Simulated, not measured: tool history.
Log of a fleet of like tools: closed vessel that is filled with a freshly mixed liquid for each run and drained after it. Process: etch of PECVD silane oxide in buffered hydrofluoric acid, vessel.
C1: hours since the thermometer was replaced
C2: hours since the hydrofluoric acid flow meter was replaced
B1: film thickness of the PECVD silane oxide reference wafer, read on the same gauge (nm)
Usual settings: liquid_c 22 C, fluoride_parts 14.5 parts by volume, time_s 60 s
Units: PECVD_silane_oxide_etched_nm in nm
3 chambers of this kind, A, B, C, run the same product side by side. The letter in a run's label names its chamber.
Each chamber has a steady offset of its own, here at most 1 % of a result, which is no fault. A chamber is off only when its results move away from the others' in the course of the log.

At hour 3.5: chamber C: thermometer replaced.
Run 1C, hour 5: usual settings; C1 1.6; C2 1312.5; B1 130.01. Result: PECVD_silane_oxide_etched_nm 77.914 nm.
At hour 7.3: chamber C: hydrofluoric acid flow meter replaced.
Run 2B, hour 13.1: usual settings; C1 722.3; C2 1020.1; B1 129.99. Result: PECVD_silane_oxide_etched_nm 77.877 nm.
Run 3A, hour 23.1: usual settings; C1 626.8; C2 617.7; B1 130.01. Result: PECVD_silane_oxide_etched_nm 77.374 nm.
Run 4B, hour 27.5: usual settings; C1 736.7; C2 1034.5; B1 129.99. Result: PECVD_silane_oxide_etched_nm 76.926 nm.
Run 5A, hour 34.5: usual settings; C1 638.2; C2 629.1; B1 130.01. Result: PECVD_silane_oxide_etched_nm 77.005 nm.
Run 6C, hour 43: usual settings; C1 39.6; C2 35.7; B1 130.03. Result: PECVD_silane_oxide_etched_nm 77.832 nm.
Run 7A, hour 53: usual settings; C1 656.7; C2 647.6; B1 130. Result: PECVD_silane_oxide_etched_nm 77.41 nm.
Run 8B, hour 61.3: usual settings; C1 770.5; C2 1068.3; B1 129.98. Result: PECVD_silane_oxide_etched_nm 77.114 nm.
Run 9C, hour 69.6: usual settings; C1 66.2; C2 62.3; B1 130. Result: PECVD_silane_oxide_etched_nm 77.708 nm.
Run 10B, hour 79.7: usual settings; C1 788.9; C2 1086.7; B1 129.96. Result: PECVD_silane_oxide_etched_nm 77.78 nm.
Run 11C, hour 85.3: usual settings; C1 81.9; C2 78; B1 129.99. Result: PECVD_silane_oxide_etched_nm 77.532 nm.
Run 12A, hour 91.1: usual settings; C1 694.8; C2 685.7; B1 129.96. Result: PECVD_silane_oxide_etched_nm 75.829 nm.
Run 13C, hour 101: usual settings; C1 97.6; C2 93.7; B1 130.01. Result: PECVD_silane_oxide_etched_nm 76.924 nm.
Run 14A, hour 109: usual settings but fluoride_parts 11.5 parts by volume, time_s 35 s; C1 712.7; C2 703.6; B1 130. Result: PECVD_silane_oxide_etched_nm 55.577 nm.
Run 15B, hour 119.3: usual settings but fluoride_parts 11.5 parts by volume, time_s 35 s; C1 828.5; C2 1126.3; B1 130.03. Result: PECVD_silane_oxide_etched_nm 56.612 nm.
Run 16A, hour 127.5: usual settings but fluoride_parts 11.5 parts by volume, time_s 35 s; C1 731.2; C2 722.1; B1 130.01. Result: PECVD_silane_oxide_etched_nm 54.925 nm.
Run 17C, hour 137.6: usual settings; C1 134.2; C2 130.3; B1 129.95. Result: PECVD_silane_oxide_etched_nm 77.983 nm.
Run 18B, hour 147.8: usual settings but fluoride_parts 10 parts by volume, time_s 90 s; C1 857; C2 1154.8; B1 129.97. Result: PECVD_silane_oxide_etched_nm 167.83 nm.
Run 19C, hour 156.4: usual settings but fluoride_parts 10 parts by volume, time_s 90 s; C1 153; C2 149.1; B1 130. Result: PECVD_silane_oxide_etched_nm 168.02 nm.
Run 20A, hour 165.7: usual settings but fluoride_parts 10 parts by volume, time_s 90 s; C1 769.4; C2 760.3; B1 130.01. Result: PECVD_silane_oxide_etched_nm 159.03 nm.
Run 21B, hour 171.5: usual settings; C1 880.7; C2 1178.5; B1 130. Result: PECVD_silane_oxide_etched_nm 76.855 nm.
Run 22C, hour 176.8: usual settings; C1 173.4; C2 169.5; B1 130.05. Result: PECVD_silane_oxide_etched_nm 77.796 nm.
Run 23B, hour 183.3: usual settings; C1 892.5; C2 1190.3; B1 130.03. Result: PECVD_silane_oxide_etched_nm 77.017 nm.
Run 24A, hour 192.7: usual settings; C1 796.4; C2 787.3; B1 129.98. Result: PECVD_silane_oxide_etched_nm 73.959 nm.
Run 25B, hour 201.6: usual settings; C1 910.8; C2 1208.6; B1 129.97. Result: PECVD_silane_oxide_etched_nm 77.038 nm.
Run 26C, hour 209.1: usual settings; C1 205.7; C2 201.8; B1 130.03. Result: PECVD_silane_oxide_etched_nm 77.537 nm.
Run 27A, hour 215.6: usual settings; C1 819.3; C2 810.2; B1 130. Result: PECVD_silane_oxide_etched_nm 72.912 nm.
Run 28C, hour 224.4: usual settings; C1 221; C2 217.1; B1 129.91. Result: PECVD_silane_oxide_etched_nm 77.257 nm.
Run 29A, hour 229.2: usual settings but fluoride_parts 10 parts by volume, time_s 45 s; C1 832.9; C2 823.8; B1 130.04. Result: PECVD_silane_oxide_etched_nm 78.437 nm.

What goes on in this fleet: one chamber off, a drifting gauge, or nothing beyond the chambers' own small offsets? Name the chamber and the cause, if any.

Chamber A drifts away from the others.
Cause: hydrofluoric acid flow below the setpoint (%) = 5.87.
The log may not tell that from: liquid colder than its thermometer reads (K).

Here are 4 candidates for chamber A's next run, each the usual settings with a change, their results left as question marks. Which one brings its results back in line with what the others give on the usual settings?
In line means no further than this from the other chambers' mean on the usual settings: PECVD_silane_oxide_etched_nm 1.4 nm
Run 30A-1, hour 236.6: usual settings but liquid_c 21.5 C, fluoride_parts 15 parts by volume. Result: PECVD_silane_oxide_etched_nm ?.
Run 30A-2, hour 236.6: usual settings but fluoride_parts 13.5 parts by volume. Result: PECVD_silane_oxide_etched_nm ?.
Run 30A-3, hour 236.6: usual settings but fluoride_parts 14 parts by volume, time_s 65 s. Result: PECVD_silane_oxide_etched_nm ?.
Run 30A-4, hour 236.6: usual settings but fluoride_parts 15 parts by volume, time_s 55 s. Result: PECVD_silane_oxide_etched_nm ?.

The other chambers' mean on the usual settings: PECVD_silane_oxide_etched_nm 77.432 nm
  run  PECVD_silane_oxide_etched_nm
30A-1                        68.543
30A-2                        78.103
30A-3                        81.659
30A-4                        64.597
30A-2 brings the chamber back in line.

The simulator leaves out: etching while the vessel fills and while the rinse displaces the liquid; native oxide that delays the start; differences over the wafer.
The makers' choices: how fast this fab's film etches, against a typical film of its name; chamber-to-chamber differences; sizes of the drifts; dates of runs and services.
